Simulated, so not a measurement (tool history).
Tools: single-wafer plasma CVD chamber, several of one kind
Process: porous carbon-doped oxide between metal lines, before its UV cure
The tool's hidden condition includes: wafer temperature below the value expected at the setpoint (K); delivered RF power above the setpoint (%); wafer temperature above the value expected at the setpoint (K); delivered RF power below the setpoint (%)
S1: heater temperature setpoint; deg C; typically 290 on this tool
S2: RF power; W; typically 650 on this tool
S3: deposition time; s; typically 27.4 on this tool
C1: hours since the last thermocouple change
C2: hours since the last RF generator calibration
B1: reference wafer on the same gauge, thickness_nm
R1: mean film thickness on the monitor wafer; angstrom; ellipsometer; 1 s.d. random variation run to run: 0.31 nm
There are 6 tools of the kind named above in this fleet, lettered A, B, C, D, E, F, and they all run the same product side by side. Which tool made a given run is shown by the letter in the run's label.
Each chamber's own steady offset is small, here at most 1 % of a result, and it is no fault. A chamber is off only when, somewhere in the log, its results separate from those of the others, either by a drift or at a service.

| run | hour | S1 | S2 | S3 | C1 | C2 | B1 | R1 |
|---|---|---|---|---|---|---|---|---|
| 1E | 4.3 | 290 | 650 | 27.4 | 2245.8 | 630.5 | 196.03 | 1854.8 |
| 2F | 8.8 | 290 | 650 | 27.4 | 1988.8 | 494.7 | 196.05 | 1865.9 |
| 3A | 12.1 | 290 | 650 | 27.4 | 367.3 | 2065.7 | 196.14 | 1869 |
| 4D | 18.4 | 290 | 650 | 27.4 | 1520.4 | 770.5 | 196.16 | 1891.7 |
| 5C | 24.8 | 290 | 650 | 27.4 | 963 | 113.3 | 196.2 | 1873.8 |
| 6B | 28.4 | 290 | 650 | 27.4 | 533.5 | 1345.6 | 196.18 | 1861.1 |
| 7C | 35.6 | 290 | 650 | 27.4 | 973.8 | 124.1 | 196.16 | 1877.7 |
| 8F | 41.2 | 290 | 650 | 27.4 | 2021.2 | 527.1 | 196.29 | 1865.6 |
| 9D | 44.7 | 290 | 650 | 27.4 | 1546.7 | 796.8 | 196.25 | 1890.8 |
| 10A | 50.2 | 290 | 650 | 27.4 | 405.4 | 2103.8 | 196.26 | 1869.8 |
| 11E | 55.6 | 290 | 650 | 27.4 | 2297.1 | 681.8 | 196.34 | 1863 |
|  | 59.8 | chamber A: RF generator calibrated |
| 12B | 60.4 | 290 | 650 | 27.4 | 565.5 | 1377.6 | 196.38 | 1864.4 |
| 13C | 67.6 | 290 | 650 | 27.4 | 1005.8 | 156.1 | 196.43 | 1874.7 |
| 14B | 71.4 | 290 | 650 | 27.4 | 576.5 | 1388.6 | 196.43 | 1860.8 |
| 15D | 77.9 | 290 | 650 | 27.4 | 1579.9 | 830 | 196.47 | 1892.9 |
| 16F | 81 | 290 | 650 | 27.4 | 2061 | 566.9 | 196.42 | 1865.1 |
| 17E | 87.7 | 300 | 650 | 23.9 | 2329.2 | 713.9 | 196.56 | 1541.9 |
| 18A | 92 | 300 | 650 | 23.9 | 447.2 | 32.2 | 196.51 | 1548.2 |
| 19A | 95.3 | 300 | 650 | 23.9 | 450.5 | 35.5 | 196.54 | 1546.7 |
| 20F | 100 | 300 | 650 | 23.9 | 2080 | 585.9 | 196.63 | 1542.9 |
| 21D | 103.3 | 300 | 650 | 23.9 | 1605.3 | 855.4 | 196.56 | 1563.6 |
| 22E | 106.8 | 300 | 650 | 23.9 | 2348.3 | 733 | 196.59 | 1546.1 |
| 23C | 110.6 | 290 | 650 | 27.4 | 1048.8 | 199.1 | 196.76 | 1880.4 |
| 24B | 117 | 290 | 605 | 27.4 | 622.1 | 1434.2 | 196.77 | 1778.2 |
| 25D | 122.2 | 290 | 605 | 27.4 | 1624.2 | 874.3 | 196.75 | 1802.6 |
| 26F | 127.4 | 290 | 605 | 27.4 | 2107.4 | 613.3 | 196.75 | 1782.1 |
| 27B | 134.4 | 290 | 605 | 27.4 | 639.5 | 1451.6 | 196.77 | 1779.6 |
| 28E | 141.3 | 290 | 605 | 27.4 | 2382.8 | 767.5 | 196.87 | 1780.4 |
| 29A | 145.1 | 290 | 605 | 27.4 | 500.3 | 85.3 | 196.93 | 1793.2 |
| 30C | 150.3 | 290 | 650 | 27.4 | 1088.5 | 238.8 | 196.83 | 1879.5 |
| 31C | 157.3 | 290 | 650 | 27.4 | 1095.5 | 245.8 | 196.84 | 1874.4 |
| 32A | 163.9 | 282 | 540 | 27.4 | 519.1 | 104.1 | 196.91 | 1749.8 |
| 33F | 167.1 | 282 | 540 | 27.4 | 2147.1 | 653 | 197.05 | 1744.5 |
| 34E | 171.9 | 282 | 540 | 27.4 | 2413.4 | 798.1 | 196.97 | 1733.5 |
| 35D | 178.6 | 282 | 540 | 27.4 | 1680.6 | 930.7 | 197.13 | 1760.5 |
| 36B | 181.9 | 282 | 540 | 27.4 | 687 | 1499.1 | 197.01 | 1743.5 |
| 37C | 188 | 282 | 540 | 27.4 | 1126.2 | 276.5 | 196.98 | 1747.3 |
| 38F | 194.5 | 290 | 650 | 27.4 | 2174.5 | 680.4 | 197.16 | 1877 |
| 39A | 198.6 | 290 | 650 | 27.4 | 553.8 | 138.8 | 197.12 | 1886.6 |
| 40B | 202.1 | 290 | 650 | 27.4 | 707.2 | 1519.3 | 197.23 | 1869.3 |
| 41E | 205.4 | 290 | 650 | 27.4 | 2446.9 | 831.6 | 197.13 | 1877.3 |
| 42D | 210.1 | 300 | 650 | 27.4 | 1712.1 | 962.2 | 197.18 | 1789.7 |
| 43A | 215.9 | 300 | 650 | 27.4 | 571.1 | 156.1 | 197.19 | 1774.9 |
| 44E | 219.6 | 300 | 650 | 27.4 | 2461.1 | 845.8 | 197.25 | 1764.5 |

Predict what each chamber gives when all 6 of them run the settings below next.
| 45A | 224.8 | 290 | 650 | 27.4 |  |  |  | ? |
| 45B | 224.8 | 290 | 650 | 27.4 |  |  |  | ? |
| 45C | 224.8 | 290 | 650 | 27.4 |  |  |  | ? |
| 45D | 224.8 | 290 | 650 | 27.4 |  |  |  | ? |
| 45E | 224.8 | 290 | 650 | 27.4 |  |  |  | ? |
| 45F | 224.8 | 290 | 650 | 27.4 |  |  |  | ? |

| run | R1 |
|---|---|
| 45A | 1881.4 |
| 45B | 1872.4 |
| 45C | 1885.5 |
| 45D | 1891.5 |
| 45E | 1873.1 |
| 45F | 1874.5 |

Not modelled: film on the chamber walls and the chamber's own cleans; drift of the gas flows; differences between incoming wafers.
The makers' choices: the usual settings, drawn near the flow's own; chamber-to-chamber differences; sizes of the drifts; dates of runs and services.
